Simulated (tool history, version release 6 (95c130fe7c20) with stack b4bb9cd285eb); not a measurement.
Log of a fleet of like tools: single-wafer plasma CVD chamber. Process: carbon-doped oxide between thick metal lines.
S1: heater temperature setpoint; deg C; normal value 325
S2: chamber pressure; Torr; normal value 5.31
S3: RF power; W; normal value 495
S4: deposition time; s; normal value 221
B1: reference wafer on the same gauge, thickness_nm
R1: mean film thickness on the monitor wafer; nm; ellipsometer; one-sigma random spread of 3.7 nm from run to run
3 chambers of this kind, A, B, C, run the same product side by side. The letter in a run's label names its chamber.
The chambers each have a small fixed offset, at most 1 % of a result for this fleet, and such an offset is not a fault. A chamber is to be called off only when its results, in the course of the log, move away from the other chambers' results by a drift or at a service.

{"run": "1A", "hour": 16.1, "S1": 325, "S2": 5.31, "S3": 495, "S4": 221, "B1": 1100.0, "R1": 1188.5}
{"run": "2C", "hour": 24.3, "S1": 325, "S2": 5.31, "S3": 495, "S4": 221, "B1": 1100.0, "R1": 1196.5}
{"run": "3B", "hour": 37.6, "S1": 325, "S2": 5.31, "S3": 495, "S4": 221, "B1": 1100.9, "R1": 1202.0}
{"hour": 44.2, "done": "chamber C: RF generator calibrated"}
{"run": "4B", "hour": 46.0, "S1": 325, "S2": 5.31, "S3": 495, "S4": 221, "B1": 1099.1, "R1": 1206.4}
{"run": "5C", "hour": 62.5, "S1": 325, "S2": 5.31, "S3": 495, "S4": 221, "B1": 1100.5, "R1": 1202.2}
{"run": "6A", "hour": 70.1, "S1": 325, "S2": 5.31, "S3": 495, "S4": 221, "B1": 1100.5, "R1": 1193.3}
{"run": "7A", "hour": 84.0, "S1": 325, "S2": 5.31, "S3": 495, "S4": 221, "B1": 1100.7, "R1": 1187.9}
{"run": "8B", "hour": 97.2, "S1": 325, "S2": 5.31, "S3": 495, "S4": 221, "B1": 1099.9, "R1": 1207.9}
{"run": "9C", "hour": 109.7, "S1": 325, "S2": 5.31, "S3": 495, "S4": 221, "B1": 1100.9, "R1": 1205.6}
{"hour": 120.3, "done": "chamber A: RF generator calibrated"}
{"run": "10B", "hour": 123.4, "S1": 325, "S2": 5.31, "S3": 495, "S4": 221, "B1": 1099.8, "R1": 1200.9}
{"run": "11A", "hour": 132.0, "S1": 325, "S2": 5.31, "S3": 495, "S4": 221, "B1": 1099.7, "R1": 1190.0}
{"run": "12C", "hour": 143.8, "S1": 316, "S2": 5.31, "S3": 575, "S4": 221, "B1": 1100.2, "R1": 1356.0}
{"run": "13A", "hour": 154.5, "S1": 316, "S2": 5.31, "S3": 575, "S4": 221, "B1": 1099.7, "R1": 1353.6}
{"run": "14B", "hour": 168.4, "S1": 316, "S2": 5.31, "S3": 575, "S4": 221, "B1": 1099.3, "R1": 1369.8}
{"run": "15C", "hour": 182.8, "S1": 325, "S2": 5.31, "S3": 495, "S4": 221, "B1": 1100.1, "R1": 1195.4}
{"run": "16A", "hour": 192.6, "S1": 325, "S2": 5.31, "S3": 495, "S4": 221, "B1": 1100.7, "R1": 1193.7}
{"run": "17C", "hour": 200.6, "S1": 325, "S2": 5.31, "S3": 495, "S4": 221, "B1": 1100.1, "R1": 1200.0}
{"run": "18B", "hour": 214.9, "S1": 325, "S2": 5.31, "S3": 495, "S4": 221, "B1": 1100.5, "R1": 1202.3}
{"run": "19C", "hour": 224.0, "S1": 325, "S2": 5.31, "S3": 495, "S4": 221, "B1": 1099.8, "R1": 1197.5}
{"run": "20A", "hour": 232.2, "S1": 313, "S2": 5.31, "S3": 495, "S4": 183, "B1": 1099.4, "R1": 1029.3}
{"run": "21B", "hour": 239.9, "S1": 313, "S2": 5.31, "S3": 495, "S4": 183, "B1": 1100.8, "R1": 1039.1}
{"run": "22A", "hour": 247.0, "S1": 313, "S2": 5.31, "S3": 495, "S4": 183, "B1": 1100.2, "R1": 1039.3}
{"run": "23B", "hour": 258.9, "S1": 325, "S2": 5.31, "S3": 495, "S4": 221, "B1": 1100.6, "R1": 1206.0}
{"run": "24C", "hour": 271.2, "S1": 325, "S2": 5.31, "S3": 495, "S4": 221, "B1": 1100.3, "R1": 1196.9}
{"run": "25C", "hour": 285.0, "S1": 325, "S2": 5.31, "S3": 495, "S4": 221, "B1": 1100.3, "R1": 1206.1}
{"run": "26B", "hour": 293.5, "S1": 325, "S2": 5.31, "S3": 495, "S4": 221, "B1": 1099.7, "R1": 1205.3}
{"run": "27A", "hour": 308.2, "S1": 325, "S2": 5.31, "S3": 495, "S4": 221, "B1": 1099.1, "R1": 1192.6}
{"run": "28C", "hour": 317.3, "S1": 325, "S2": 5.31, "S3": 495, "S4": 221, "B1": 1099.5, "R1": 1200.3}
{"run": "29A", "hour": 328.8, "S1": 325, "S2": 5.31, "S3": 495, "S4": 221, "B1": 1099.4, "R1": 1191.5}
{"run": "30B", "hour": 340.1, "S1": 325, "S2": 5.31, "S3": 495, "S4": 221, "B1": 1099.8, "R1": 1203.9}
{"run": "31B", "hour": 353.4, "S1": 325, "S2": 5.31, "S3": 495, "S4": 221, "B1": 1099.9, "R1": 1206.9}
{"run": "32A", "hour": 365.9, "S1": 325, "S2": 5.31, "S3": 495, "S4": 257, "B1": 1099.7, "R1": 1380.3}
{"run": "33C", "hour": 380.2, "S1": 325, "S2": 5.31, "S3": 495, "S4": 257, "B1": 1100.7, "R1": 1400.8}

Next, all 3 chambers run the settings below, one line each with question marks for the results. What does each chamber give?
{"run": "34A", "hour": 392.1, "S1": 325, "S2": 5.31, "S3": 495, "S4": 251, "R1": "?"}
{"run": "34B", "hour": 392.1, "S1": 325, "S2": 5.31, "S3": 495, "S4": 251, "R1": "?"}
{"run": "34C", "hour": 392.1, "S1": 325, "S2": 5.31, "S3": 495, "S4": 251, "R1": "?"}

run=34A R1=1351.2
run=34B R1=1366.4
run=34C R1=1365.5

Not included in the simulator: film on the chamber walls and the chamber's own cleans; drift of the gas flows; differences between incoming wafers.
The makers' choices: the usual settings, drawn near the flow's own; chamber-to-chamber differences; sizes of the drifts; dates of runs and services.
